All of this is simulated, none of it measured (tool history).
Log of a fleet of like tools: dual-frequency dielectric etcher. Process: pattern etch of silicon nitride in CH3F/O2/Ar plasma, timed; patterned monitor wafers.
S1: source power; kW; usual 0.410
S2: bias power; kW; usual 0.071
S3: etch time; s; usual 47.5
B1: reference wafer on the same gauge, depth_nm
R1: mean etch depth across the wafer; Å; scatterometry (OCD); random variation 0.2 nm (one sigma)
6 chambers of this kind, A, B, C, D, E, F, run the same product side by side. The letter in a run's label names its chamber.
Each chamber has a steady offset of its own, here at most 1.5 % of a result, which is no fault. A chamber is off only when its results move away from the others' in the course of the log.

run   hour     S1     S2    S3      B1      R1
 1D    6.7  0.410  0.071  47.5  37.948  336.55
 2C   13.1  0.410  0.071  47.5  37.883  334.22
 3A   20.0  0.410  0.071  47.5  37.911  337.55
 4F   24.0  0.410  0.071  47.5  37.932  336.54
 5B   27.4  0.410  0.071  47.5  37.973  331.16
      27.5  -- chamber B: wet clean of the chamber
 6E   32.3  0.410  0.071  47.5  37.912  333.17
 7B   35.6  0.410  0.071  47.5  37.941  332.63
 8C   39.9  0.410  0.071  47.5  37.901  335.07
 9A   43.3  0.410  0.071  47.5  37.871  335.30
      47.9  -- chamber E: wet clean of the chamber
10E   49.6  0.410  0.071  47.5  37.911  335.43
      50.2  -- chamber F: bias power generator calibrated
11D   56.6  0.410  0.071  47.5  37.901  336.20
12F   61.1  0.410  0.071  47.5  37.858  336.71
13B   66.1  0.410  0.071  47.5  37.889  332.89
14C   71.5  0.410  0.071  47.5  37.918  332.44
15A   76.6  0.410  0.071  47.5  37.995  340.29
16F   81.6  0.410  0.071  47.5  37.947  335.21
      82.8  -- chamber A: bias power generator calibrated
17D   84.7  0.410  0.071  47.5  37.894  337.86
18E   91.4  0.410  0.071  47.5  37.933  334.10
19E   96.6  0.410  0.071  47.5  37.950  335.15
20A  101.5  0.410  0.071  47.5  37.960  342.15
21C  108.4  0.410  0.071  47.5  37.876  330.88
22D  112.6  0.460  0.071  47.5  37.869  349.06
23F  116.4  0.460  0.071  47.5  37.921  350.38
24B  119.8  0.460  0.071  47.5  37.867  347.12
25E  125.0  0.460  0.071  47.5  37.939  348.29
26D  130.4  0.460  0.071  47.5  37.898  352.04
27A  135.0  0.460  0.071  47.5  37.934  361.95
28B  139.4  0.410  0.071  47.5  37.860  336.60
29C  144.0  0.360  0.066  47.5  37.865  311.31
30F  147.4  0.360  0.066  47.5  37.878  314.30
31F  150.6  0.360  0.066  47.5  37.930  312.94
32E  153.9  0.360  0.066  47.5  37.904  310.10
33C  159.2  0.360  0.066  47.5  37.925  312.66
34B  164.2  0.360  0.066  47.5  37.919  307.73
35D  167.7  0.410  0.071  47.5  37.910  334.53
36A  172.1  0.410  0.071  47.5  37.861  351.38
37E  179.1  0.410  0.071  47.5  37.813  342.06

What goes on in this fleet: one chamber off, a drifting gauge, or nothing beyond the chambers' own small offsets? Name the chamber and the cause, if any.

Chamber A drifts away from the others.
Cause: etch rate over this chamber's usual, % = 5.47.

Here are 4 candidates for chamber A's next run, each the usual settings with a change, their results left as question marks. Which one brings its results back in line with what the others give on the usual settings?
In line means no further than this from the other chambers' mean on the usual settings: R1 7.20 Å
38A-1  184.2  0.400  0.070  47.5       ?
38A-2  184.2  0.420  0.071  47.5       ?
38A-3  184.2  0.410  0.071  49.5       ?
38A-4  184.2  0.360  0.071  47.5       ?

The other chambers' mean on the usual settings: R1 335.80 Å
  run      R1
38A-1  346.67
38A-2  354.81
38A-3  366.41
38A-4  334.89
38A-4 brings the chamber back in line.
